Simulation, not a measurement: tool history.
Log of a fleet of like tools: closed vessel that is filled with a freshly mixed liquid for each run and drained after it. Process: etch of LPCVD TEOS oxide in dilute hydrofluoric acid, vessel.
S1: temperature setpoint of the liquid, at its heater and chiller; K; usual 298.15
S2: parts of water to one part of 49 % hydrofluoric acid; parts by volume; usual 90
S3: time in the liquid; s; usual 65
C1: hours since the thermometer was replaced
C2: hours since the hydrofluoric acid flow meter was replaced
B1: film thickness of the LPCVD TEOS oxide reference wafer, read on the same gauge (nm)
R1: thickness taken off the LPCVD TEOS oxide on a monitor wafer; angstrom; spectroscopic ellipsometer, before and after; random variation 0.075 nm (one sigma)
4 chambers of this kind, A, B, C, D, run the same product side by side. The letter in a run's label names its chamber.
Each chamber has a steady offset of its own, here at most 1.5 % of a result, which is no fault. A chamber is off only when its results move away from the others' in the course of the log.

{"run": "1D", "hour": 4.7, "S1": 298.15, "S2": 90, "S3": 65, "C1": 700.6, "C2": 255.5, "B1": 50.012, "R1": 130.52}
{"run": "2B", "hour": 12.0, "S1": 298.15, "S2": 90, "S3": 65, "C1": 1705.6, "C2": 1038.6, "B1": 49.992, "R1": 128.1}
{"run": "3C", "hour": 17.3, "S1": 298.15, "S2": 90, "S3": 65, "C1": 660.4, "C2": 465.3, "B1": 49.986, "R1": 127.77}
{"run": "4A", "hour": 21.3, "S1": 298.15, "S2": 90, "S3": 65, "C1": 349.6, "C2": 54.8, "B1": 49.997, "R1": 127.74}
{"hour": 25.8, "done": "chamber D: thermometer replaced"}
{"run": "5B", "hour": 28.1, "S1": 298.15, "S2": 90, "S3": 65, "C1": 1721.7, "C2": 1054.7, "B1": 50.002, "R1": 128.86}
{"run": "6D", "hour": 35.5, "S1": 298.15, "S2": 90, "S3": 65, "C1": 9.8, "C2": 286.3, "B1": 50.017, "R1": 128.79}
{"run": "7A", "hour": 40.8, "S1": 298.15, "S2": 90, "S3": 65, "C1": 369.1, "C2": 74.3, "B1": 49.978, "R1": 128.91}
{"run": "8C", "hour": 48.2, "S1": 298.15, "S2": 90, "S3": 65, "C1": 691.3, "C2": 496.2, "B1": 49.995, "R1": 128.54}
{"run": "9D", "hour": 53.6, "S1": 298.15, "S2": 90, "S3": 65, "C1": 27.9, "C2": 304.4, "B1": 49.986, "R1": 130.34}
{"run": "10A", "hour": 59.2, "S1": 298.15, "S2": 90, "S3": 65, "C1": 387.5, "C2": 92.7, "B1": 49.973, "R1": 130.37}
{"run": "11B", "hour": 66.4, "S1": 298.15, "S2": 90, "S3": 65, "C1": 1760, "C2": 1093, "B1": 50, "R1": 128.81}
{"run": "12C", "hour": 74.7, "S1": 298.15, "S2": 90, "S3": 65, "C1": 717.8, "C2": 522.7, "B1": 49.99, "R1": 128.23}
{"run": "13D", "hour": 80.6, "S1": 298.15, "S2": 90, "S3": 65, "C1": 54.9, "C2": 331.4, "B1": 50.003, "R1": 129.21}
{"run": "14C", "hour": 86.5, "S1": 298.15, "S2": 90, "S3": 65, "C1": 729.6, "C2": 534.5, "B1": 49.992, "R1": 126.88}
{"run": "15B", "hour": 90.4, "S1": 298.15, "S2": 90, "S3": 65, "C1": 1784, "C2": 1117, "B1": 49.976, "R1": 129.65}
{"run": "16A", "hour": 98.1, "S1": 298.15, "S2": 90, "S3": 65, "C1": 426.4, "C2": 131.6, "B1": 50.026, "R1": 133.09}
{"run": "17B", "hour": 104.9, "S1": 298.15, "S2": 90, "S3": 65, "C1": 1798.5, "C2": 1131.5, "B1": 49.991, "R1": 129.13}
{"run": "18A", "hour": 109.7, "S1": 298.15, "S2": 130, "S3": 100, "C1": 438, "C2": 143.2, "B1": 49.99, "R1": 136.06}
{"hour": 113.8, "done": "chamber B: hydrofluoric acid flow meter replaced"}
{"run": "19D", "hour": 114.0, "S1": 298.15, "S2": 130, "S3": 100, "C1": 88.3, "C2": 364.8, "B1": 49.995, "R1": 130.17}
{"run": "20C", "hour": 118.0, "S1": 298.15, "S2": 130, "S3": 100, "C1": 761.1, "C2": 566, "B1": 50.006, "R1": 129.86}
{"run": "21B", "hour": 121.7, "S1": 298.15, "S2": 130, "S3": 100, "C1": 1815.3, "C2": 7.9, "B1": 50.026, "R1": 129.91}
{"run": "22C", "hour": 125.9, "S1": 298.15, "S2": 90, "S3": 65, "C1": 769, "C2": 573.9, "B1": 49.992, "R1": 127.63}
{"run": "23A", "hour": 133.0, "S1": 298.15, "S2": 90, "S3": 65, "C1": 461.3, "C2": 166.5, "B1": 49.987, "R1": 134.94}
{"run": "24D", "hour": 141.0, "S1": 298.15, "S2": 90, "S3": 65, "C1": 115.3, "C2": 391.8, "B1": 50.004, "R1": 128.65}

Is one chamber off against the others, does the gauge drift, or is nothing wrong? If a chamber is off, say which, and what the likeliest cause is.

Chamber A drifts away from the others.
Cause: liquid hotter than its thermometer reads (K) = 1.42.
The log may not tell that from: hydrofluoric acid flow above the setpoint (%).

Here are 4 candidates for chamber A's next run, each the usual settings with a change, their results left as question marks. Which one brings its results back in line with what the others give on the usual settings?
In line means no further than this from the other chambers' mean on the usual settings: R1 2.6 angstrom
{"run": "25A-1", "hour": 147.1, "S1": 300.65, "S2": 90, "S3": 65, "R1": "?"}
{"run": "25A-2", "hour": 147.1, "S1": 298.15, "S2": 95, "S3": 65, "R1": "?"}
{"run": "25A-3", "hour": 147.1, "S1": 297.65, "S2": 90, "S3": 60, "R1": "?"}
{"run": "25A-4", "hour": 147.1, "S1": 298.15, "S2": 85, "S3": 65, "R1": "?"}

The other chambers' mean on the usual settings: R1 128.62 angstrom
run=25A-1 R1=150.5
run=25A-2 R1=128.62
run=25A-3 R1=123.64
run=25A-4 R1=145.63
25A-2 brings the chamber back in line.
